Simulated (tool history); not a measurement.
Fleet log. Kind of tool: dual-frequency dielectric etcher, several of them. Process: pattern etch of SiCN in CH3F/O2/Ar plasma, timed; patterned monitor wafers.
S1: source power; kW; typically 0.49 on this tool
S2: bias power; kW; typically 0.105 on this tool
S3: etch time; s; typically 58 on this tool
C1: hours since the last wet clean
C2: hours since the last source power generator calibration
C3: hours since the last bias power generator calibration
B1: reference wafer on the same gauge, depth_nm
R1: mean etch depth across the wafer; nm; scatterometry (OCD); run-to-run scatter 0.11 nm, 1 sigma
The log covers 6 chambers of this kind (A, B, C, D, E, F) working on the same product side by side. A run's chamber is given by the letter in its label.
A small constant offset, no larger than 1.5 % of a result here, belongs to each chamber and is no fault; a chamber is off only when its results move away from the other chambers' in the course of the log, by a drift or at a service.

run,hour,S1,S2,S3,C1,C2,C3,B1,R1
1C,6.7,0.49,0.105,58,484.4,2542,930.8,23.6,26.674
2D,10.3,0.49,0.105,58,545.4,1256.2,229.7,23.598,26.952
3A,17,0.49,0.105,58,352.4,3547.6,507.1,23.609,26.761
4F,21.8,0.49,0.105,58,200.6,2933.4,832,23.609,26.996
# hour 23.5: chamber A: source power generator calibrated
5B,28.3,0.49,0.105,58,284,2763.8,5037,23.589,27.211
6E,33.2,0.49,0.105,58,419.3,718.6,3143.6,23.597,26.916
# hour 38.7: chamber E: wet clean of the chamber
7D,39.4,0.41,0.105,58,574.5,1285.3,258.8,23.603,25.363
8A,42.9,0.41,0.105,58,378.3,19.5,533,23.598,25.177
# hour 46.2: chamber D: wet clean of the chamber
9B,48.8,0.41,0.105,58,304.5,2784.3,5057.5,23.594,25.37
10C,55.4,0.41,0.105,58,533.1,2590.7,979.5,23.576,24.904
11E,63.3,0.41,0.105,58,24.7,748.7,3173.7,23.596,25.137
12F,67.4,0.41,0.105,58,246.2,2979,877.6,23.628,25.366
13F,75.5,0.49,0.105,58,254.3,2987.1,885.7,23.587,26.944
14D,79.6,0.49,0.105,58,33.4,1325.5,299,23.599,26.94
15A,85.5,0.49,0.105,58,420.9,62.1,575.6,23.605,26.818
16E,91.4,0.49,0.105,58,52.8,776.8,3201.8,23.629,26.733
17B,96,0.49,0.105,58,351.7,2831.5,5104.7,23.601,26.983
18C,102.9,0.49,0.105,58,580.6,2638.2,1027,23.598,26.819
19A,106.8,0.6,0.105,75,442.2,83.4,596.9,23.586,37.246
20C,114.5,0.6,0.105,75,592.2,2649.8,1038.6,23.607,37.149
21B,119.3,0.6,0.105,75,375,2854.8,5128,23.586,37.832
22F,127.5,0.6,0.105,75,306.3,3039.1,937.7,23.581,37.743
23D,131.7,0.6,0.105,75,85.5,1377.6,351.1,23.617,37.632
24E,136,0.6,0.105,75,97.4,821.4,3246.4,23.611,37.224
25C,140.6,0.49,0.105,58,618.3,2675.9,1064.7,23.607,26.751
26B,145.6,0.49,0.105,58,401.3,2881.1,5154.3,23.593,27.126
27E,152.3,0.49,0.105,73.5,113.7,837.7,3262.7,23.596,34.097
# hour 152.6: chamber F: wet clean of the chamber
# hour 154: chamber B: wet clean of the chamber
# hour 157.2: chamber B: bias power generator calibrated
28F,159.9,0.49,0.105,73.5,7.3,3071.5,970.1,23.593,34.171
29A,165.4,0.49,0.105,73.5,500.8,142,655.5,23.589,33.974
# hour 169.7: chamber A: wet clean of the chamber
30D,170.1,0.49,0.105,73.5,123.9,1416,389.5,23.596,34.469
# hour 171.2: chamber C: wet clean of the chamber
31E,176.9,0.49,0.105,73.5,138.3,862.3,3287.3,23.615,34.058
32A,182.2,0.49,0.105,73.5,12.6,158.8,672.3,23.589,34.012
33D,185.8,0.49,0.105,58,139.6,1431.7,405.2,23.6,27.198
34B,192.9,0.49,0.105,58,38.9,2928.4,35.8,23.596,27.6
35F,198.6,0.49,0.105,58,46,3110.2,1008.8,23.591,26.886
36C,203.1,0.49,0.105,58,32,2738.4,1127.2,23.578,26.736
37A,208.6,0.49,0.105,58,39,185.2,698.7,23.586,26.719
38F,215.6,0.49,0.105,58,63,3127.2,1025.8,23.608,26.835
39B,223.3,0.49,0.105,58,69.3,2958.8,66.2,23.621,27.762
40C,230.6,0.42,0.095,58,59.5,2765.9,1154.7,23.592,24.187
41D,238.7,0.42,0.095,58,192.5,1484.6,458.1,23.571,24.546
42E,242.7,0.42,0.095,58,204.1,928.1,3353.1,23.59,24.378
43D,247,0.42,0.095,58,200.8,1492.9,466.4,23.609,24.578

Which is it: a chamber that has drifted or been left off by a service, a gauge drift common to all chambers, or only each chamber's usual small offset? If a chamber is off, name it and its likeliest cause.

A service left chamber B off against the others.
Likeliest cause: etch rate over this chamber's usual, % = 2.36.

Here are 4 candidates for chamber B's next run, each the usual settings with a change, their results left as question marks. Which one brings its results back in line with what the others give on the usual settings?
In-line tolerance around the mean of the other chambers on the usual settings: R1 0.38 nm
44B-1,252.9,0.48,0.104,55.5,,,,,?
44B-2,252.9,0.5,0.106,60.5,,,,,?
44B-3,252.9,0.49,0.105,59.5,,,,,?
44B-4,252.9,0.49,0.105,56.5,,,,,?

The other chambers' mean on the usual settings: R1 26.879 nm
run,R1
44B-1,26.254
44B-2,29.263
44B-3,28.464
44B-4,27.028
The answer is 44B-4, which returns the chamber to within the allowed miss of the others.
